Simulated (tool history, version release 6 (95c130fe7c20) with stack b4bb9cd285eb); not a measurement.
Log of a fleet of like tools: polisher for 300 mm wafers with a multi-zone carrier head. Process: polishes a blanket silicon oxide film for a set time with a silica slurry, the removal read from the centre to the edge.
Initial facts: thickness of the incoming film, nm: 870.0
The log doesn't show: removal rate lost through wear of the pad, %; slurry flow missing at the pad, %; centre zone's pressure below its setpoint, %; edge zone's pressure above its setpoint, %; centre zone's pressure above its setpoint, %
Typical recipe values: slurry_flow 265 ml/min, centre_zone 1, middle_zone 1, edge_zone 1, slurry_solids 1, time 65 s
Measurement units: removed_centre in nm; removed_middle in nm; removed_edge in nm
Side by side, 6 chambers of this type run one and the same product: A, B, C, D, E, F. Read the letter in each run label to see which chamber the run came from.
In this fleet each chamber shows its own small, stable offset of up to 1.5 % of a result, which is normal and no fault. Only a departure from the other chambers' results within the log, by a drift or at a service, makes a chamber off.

| run | hour | slurry_flow | centre_zone | middle_zone | edge_zone | slurry_solids | time | wafers polished on this pad | hours since the slurry nozzle was cleaned | hours since the centre zone pressure was calibrated | hours since the edge zone pressure was calibrated | removed_centre | removed_middle | removed_edge |
|---|---|---|---|---|---|---|---|---|---|---|---|---|---|---|
|  | 0.7 | chamber E: edge zone pressure recalibrated |
| 1B | 2.3 | 265 | 1 | 1 | 1 | 1 | 65 | 402 | 291.4 | 346.1 | 605.7 | 231.12 | 230.98 | 226.53 |
| 2D | 6.4 | 265 | 1 | 1 | 1 | 1 | 65 | 136 | 587.8 | 109.5 | 258.7 | 228.6 | 229.55 | 242 |
|  | 9.7 | chamber B: worn pad replaced by a new one |
| 3E | 10.7 | 265 | 1 | 1 | 1 | 1 | 65 | 284 | 275.4 | 433.6 | 10.1 | 231.56 | 235.61 | 233.06 |
| 4F | 13.6 | 265 | 1 | 1 | 1 | 1 | 65 | 332 | 622.8 | 131.5 | 77.1 | 233.39 | 238.28 | 233.09 |
|  | 13.8 | chamber F: slurry nozzle cleaned |
| 5C | 18.8 | 265 | 1 | 1 | 1 | 1 | 65 | 350 | 221.8 | 671.5 | 142.8 | 233.62 | 239.31 | 228.67 |
|  | 22.4 | chamber A: worn pad replaced by a new one |
| 6A | 22.9 | 265 | 1 | 1 | 1 | 1 | 65 | 7 | 149.1 | 174 | 138.9 | 230.93 | 232.65 | 229.01 |
| 7F | 26.9 | 265 | 1 | 1 | 1 | 1 | 65 | 504 | 13.2 | 144.8 | 90.4 | 233.7 | 233.46 | 230.65 |
| 8C | 30.6 | 265 | 1.11 | 1 | 0.93 | 1 | 65 | 502 | 233.6 | 683.3 | 154.6 | 260.62 | 237.44 | 221.31 |
| 9E | 33.5 | 265 | 1.11 | 1 | 0.93 | 1 | 65 | 579 | 298.2 | 456.4 | 32.9 | 259.36 | 236.7 | 222.49 |
| 10A | 37.5 | 265 | 1.11 | 1 | 0.93 | 1 | 65 | 196 | 163.7 | 188.6 | 153.5 | 260.06 | 237.2 | 223.74 |
| 11B | 40.4 | 265 | 1.11 | 1 | 0.93 | 1 | 65 | 396 | 329.5 | 384.2 | 643.8 | 259.4 | 229.61 | 228.76 |
| 12D | 44.8 | 265 | 1.11 | 1 | 0.93 | 1 | 65 | 633 | 626.2 | 147.9 | 297.1 | 259.53 | 231.46 | 223.3 |
| 13F | 49.4 | 265 | 1.11 | 1 | 0.93 | 1 | 65 | 794 | 35.7 | 167.3 | 112.9 | 263.55 | 234.22 | 224.66 |
| 14B | 54.7 | 265 | 1 | 1 | 0.9 | 1.25 | 65 | 581 | 343.8 | 398.5 | 658.1 | 255.62 | 256.17 | 246.79 |
|  | 54.9 | chamber B: worn pad replaced by a new one |
|  | 55.2 | chamber E: worn pad replaced by a new one |
| 15E | 58.2 | 265 | 1 | 1 | 0.9 | 1.25 | 65 | 38 | 322.9 | 481.1 | 57.6 | 253.6 | 255.1 | 238.93 |
| 16C | 63 | 265 | 1 | 1 | 0.9 | 1.25 | 65 | 921 | 266 | 715.7 | 187 | 254.69 | 259.73 | 242.12 |
| 17D | 65.4 | 265 | 1 | 1 | 0.9 | 1.25 | 65 | 899 | 646.8 | 168.5 | 317.7 | 256.24 | 260.02 | 243.92 |
| 18A | 70 | 265 | 1 | 1 | 0.9 | 1.25 | 65 | 616 | 196.2 | 221.1 | 186 | 252.47 | 258.53 | 248.07 |
| 19B | 73.9 | 265 | 1 | 1 | 0.9 | 1.25 | 65 | 246 | 363 | 417.7 | 677.3 | 256.12 | 256.94 | 241.69 |
| 20C | 78.6 | 265 | 1 | 1 | 1 | 1 | 65 | 1123 | 281.6 | 731.3 | 202.6 | 231.48 | 233.95 | 231.41 |
|  | 78.7 | chamber D: worn pad replaced by a new one |
| 21F | 82.6 | 350 | 1 | 1 | 1 | 1 | 65 | 1223 | 68.9 | 200.5 | 146.1 | 238.76 | 239.22 | 237.19 |
|  | 86.9 | chamber F: worn pad replaced by a new one |
| 22A | 87.6 | 350 | 1 | 1 | 1 | 1 | 65 | 843 | 213.8 | 238.7 | 203.6 | 229.48 | 238.61 | 238.27 |
|  | 87.8 | chamber B: slurry nozzle cleaned |
| 23E | 92 | 350 | 1 | 1 | 1 | 1 | 65 | 475 | 356.7 | 514.9 | 91.4 | 241.88 | 236.13 | 242.04 |
|  | 94.3 | chamber B: worn pad replaced by a new one |
|  | 94.6 | chamber A: worn pad replaced by a new one |
| 24D | 96.4 | 350 | 1 | 1 | 1 | 1 | 65 | 229 | 677.8 | 199.5 | 348.7 | 237.94 | 234.25 | 238.71 |
| 25B | 99.2 | 350 | 1 | 1 | 1 | 1 | 65 | 63 | 11.5 | 443 | 702.6 | 239.62 | 238.27 | 241.78 |
| 26E | 104.1 | 350 | 1 | 1 | 1 | 1 | 65 | 632 | 368.8 | 527 | 103.5 | 238.95 | 241.25 | 239.04 |
|  | 106.5 | chamber C: worn pad replaced by a new one |
| 27F | 109.2 | 265 | 1 | 1 | 1 | 1 | 65 | 288 | 95.5 | 227.1 | 172.7 | 233.58 | 230.96 | 227.08 |
| 28A | 113.3 | 265 | 1 | 1 | 1 | 1 | 65 | 242 | 239.5 | 264.4 | 229.3 | 221.14 | 236.3 | 235.83 |
| 29D | 116.1 | 265 | 1 | 1 | 1 | 1 | 65 | 484 | 697.5 | 219.2 | 368.4 | 232.92 | 233.19 | 229.37 |
| 30C | 119.4 | 265 | 1 | 1 | 1 | 1 | 65 | 167 | 322.4 | 772.1 | 243.4 | 230.91 | 234.36 | 232.65 |
|  | 123.3 | chamber E: worn pad replaced by a new one |
| 31B | 123.5 | 265 | 1 | 1 | 1 | 1 | 65 | 377 | 35.8 | 467.3 | 726.9 | 232.11 | 234.07 | 233.34 |
| 32C | 126.4 | 265 | 1 | 1 | 1 | 1 | 65 | 257 | 329.4 | 779.1 | 250.4 | 232.99 | 242.34 | 228.46 |
|  | 126.5 | chamber E: centre zone pressure recalibrated |
| 33F | 129.1 | 265 | 0.89 | 1 | 0.9 | 1 | 65 | 545 | 115.4 | 247 | 192.6 | 206.28 | 234.63 | 216.85 |
|  | 130.3 | chamber D: slurry nozzle cleaned |
| 34A | 133.9 | 265 | 0.89 | 1 | 0.9 | 1 | 65 | 508 | 260.1 | 285 | 249.9 | 195.05 | 237.17 | 221.87 |
| 35E | 137.9 | 265 | 0.89 | 1 | 0.9 | 1 | 65 | 189 | 402.6 | 11.5 | 137.3 | 203.81 | 233.72 | 222.48 |
| 36D | 142.2 | 265 | 0.89 | 1 | 0.9 | 1 | 65 | 821 | 11.9 | 245.3 | 394.5 | 203.82 | 230.7 | 219.83 |
| 37F | 146.2 | 265 | 0.89 | 1 | 0.9 | 1 | 65 | 766 | 132.5 | 264.1 | 209.7 | 203.61 | 233.81 | 214.6 |

Read the log: is a single chamber off, either drifting away or since a service, is the gauge that measures every chamber drifting, or is nothing wrong beyond small per-chamber offsets? Name any odd chamber and what most likely caused it.

Chamber A drifts away from the others.
Most likely cause: centre zone's pressure below its setpoint, % = 5.42.

Below are 4 candidate recipes for chamber A's next run, each the usual settings with a change, their results shown as question marks. Which of them brings A's results back in line with what the other chambers give on the usual settings?
To be in line, a result may differ from the other chambers' mean on the usual settings by at most: removed_centre 4.9 nm; removed_middle 8.5 nm; removed_edge 11 nm
| 38A-1 | 150.1 | 265 | 0.98 | 1 | 1.01 | 1 | 65 |  |  |  |  | ? | ? | ? |
| 38A-2 | 150.1 | 265 | 1.02 | 1 | 0.99 | 1 | 65 |  |  |  |  | ? | ? | ? |
| 38A-3 | 150.1 | 270 | 1.05 | 0.99 | 0.99 | 1 | 65 |  |  |  |  | ? | ? | ? |
| 38A-4 | 150.1 | 260 | 0.95 | 1.01 | 1.01 | 1 | 65 |  |  |  |  | ? | ? | ? |

Other chambers, usual settings, mean: removed_centre 232.23 nm; removed_middle 233.82 nm; removed_edge 233.12 nm
| run | removed_centre | removed_middle | removed_edge |
|---|---|---|---|
| 38A-1 | 213.87 | 234.41 | 235.14 |
| 38A-2 | 223.38 | 234.37 | 232.72 |
| 38A-3 | 231.03 | 232.67 | 233.12 |
| 38A-4 | 206.25 | 236.07 | 234.73 |
38A-3 is the one that brings the chamber's results back in line with the other chambers.
